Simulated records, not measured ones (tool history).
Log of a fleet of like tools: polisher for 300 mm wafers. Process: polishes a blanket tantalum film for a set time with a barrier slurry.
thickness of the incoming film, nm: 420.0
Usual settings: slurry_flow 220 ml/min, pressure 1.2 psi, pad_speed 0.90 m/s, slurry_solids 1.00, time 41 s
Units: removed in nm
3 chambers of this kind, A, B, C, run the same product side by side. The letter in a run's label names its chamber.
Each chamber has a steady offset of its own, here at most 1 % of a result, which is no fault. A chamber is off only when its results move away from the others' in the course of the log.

run   hour  slurry_flow  pressure  pad_speed  slurry_solids  time  wafers polished on this pad  hours since the slurry nozzle was cleaned  hours since the head pressure was calibrated  hours since the slurry blender was calibrated  removed
 1B   10.8          220       1.2       0.90           1.00    41                          550                                      290.8                                         411.3                                           57.9   42.612
 2C   22.1          220       1.2       0.90           1.00    41                          939                                      328.2                                         201.4                                          163.0   44.108
 3A   32.8          220       1.2       0.90           1.00    41                         1150                                      205.6                                         605.6                                          263.9   42.623
      42.0  -- chamber A: worn pad replaced by a new one
 4C   42.6          220       1.2       0.90           1.00    41                         1130                                      348.7                                         221.9                                          183.5   43.425
      47.0  -- chamber B: worn pad replaced by a new one
 5B   54.5          265       1.2       0.90           1.00    41                           70                                      334.5                                         455.0                                          101.6   43.768
      61.2  -- chamber A: slurry blender recalibrated
 6A   61.4          265       1.2       0.90           1.00    41                          180                                      234.2                                         634.2                                            0.2   43.487
 7A   69.4          265       1.2       0.90           1.00    41                          255                                      242.2                                         642.2                                            8.2   43.402
      72.4  -- chamber C: worn pad replaced by a new one
 8B   84.0          220       1.2       0.90           1.00    41                          345                                      364.0                                         484.5                                          131.1   43.203
      85.4  -- chamber A: slurry nozzle cleaned
      86.1  -- chamber B: slurry nozzle cleaned
 9C   97.7          260       1.5       0.90           1.00    41                          236                                      403.8                                         277.0                                          238.6   53.903
10B  112.1          260       1.5       0.90           1.00    41                          606                                       26.0                                         512.6                                          159.2   53.995
     115.1  -- chamber A: head pressure recalibrated
11A  127.4          260       1.5       0.90           1.00    41                          795                                       42.0                                          12.4                                           66.2   54.858
12C  137.7          280       1.2       0.90           1.15    41                          608                                      443.8                                         317.0                                          278.6   45.972
13B  148.1          280       1.2       0.90           1.15    41                          942                                       62.0                                         548.6                                          195.2   45.367
     155.8  -- chamber B: worn pad replaced by a new one
14C  158.5          280       1.2       0.90           1.15    41                          802                                      464.6                                         337.8                                          299.4   45.913
     159.3  -- chamber A: worn pad replaced by a new one
15A  173.8          220       1.2       0.90           1.00    41                          135                                       88.4                                          58.8                                          112.6   42.947
16B  188.9          220       1.2       0.90           1.15    33                          308                                      102.8                                         589.4                                          236.0   36.254
     189.6  -- chamber C: worn pad replaced by a new one
17A  201.9          220       1.2       0.90           1.15    33                          397                                      116.5                                          86.9                                          140.7   35.381
     207.5  -- chamber B: slurry blender recalibrated
18C  212.3          220       1.2       0.90           1.15    33                          211                                      518.4                                         391.6                                          353.2   36.777
19A  221.5          220       1.2       0.90           1.00    41                          579                                      136.1                                         106.5                                          160.3   44.086
20C  234.7          220       1.2       0.90           1.00    41                          419                                      540.8                                         414.0                                          375.6   43.853
     239.0  -- chamber B: worn pad replaced by a new one
21B  247.3          220       1.2       0.90           1.00    41                           77                                      161.2                                         647.8                                           39.9   43.587
22A  256.7          220       1.2       0.90           1.00    41                          907                                      171.3                                         141.7                                          195.5   42.840
     265.8  -- chamber A: worn pad replaced by a new one
23B  270.8          220       1.2       0.90           1.00    41                          296                                      184.7                                         671.3                                           63.4   43.157
24C  281.1          220       1.2       0.90           1.00    41                          851                                      587.2                                         460.4                                          422.0   43.029
25B  293.5          260       1.2       0.90           1.00    30                          507                                      207.4                                         694.0                                           86.1   31.559
26C  301.5          260       1.2       0.90           1.00    30                         1041                                      607.6                                         480.8                                          442.4   33.087
     306.0  -- chamber C: worn pad replaced by a new one
27A  312.7          260       1.2       0.90           1.00    30                          437                                      227.3                                         197.7                                          251.5   31.483
28C  325.6          220       1.2       0.90           1.00    41                          182                                      631.7                                         504.9                                          466.5   42.781
     338.9  -- chamber A: slurry blender recalibrated
29B  340.3          220       1.2       0.90           1.25    41                          943                                      254.2                                         740.8                                          132.9   46.260
     344.2  -- chamber A: slurry nozzle cleaned
     344.9  -- chamber B: worn pad replaced by a new one
30A  349.8          220       1.2       0.90           1.25    41                          782                                        5.6                                         234.8                                           10.9   46.099
     357.3  -- chamber C: slurry nozzle cleaned
31C  357.5          220       1.2       0.90           1.25    41                          479                                        0.3                                         536.8                                          498.4   45.444
32B  372.5          220       1.2       0.90           1.00    41                          257                                      286.4                                         773.0                                          165.1   43.381
33A  382.6          220       1.2       0.90           1.00    41                         1088                                       38.4                                         267.6                                           43.7   43.446
     390.4  -- chamber C: slurry blender recalibrated
34C  393.4          220       1.2       0.90           1.00    41                          813                                       36.2                                         572.7                                            3.0   43.440
     395.5  -- chamber A: worn pad replaced by a new one
35A  402.8          220       1.2       0.90           1.00    41                           68                                       58.6                                         287.8                                           63.9   43.715

All 3 chambers run these settings next. Forecast each chamber's results:
36A  413.7          220       1.2       0.62           1.00    41                                                                                                                                                                             ?
36B  413.7          220       1.2       0.62           1.00    41                                                                                                                                                                             ?
36C  413.7          220       1.2       0.62           1.00    41                                                                                                                                                                             ?

run  removed
36A   29.651
36B   29.464
36C   29.614
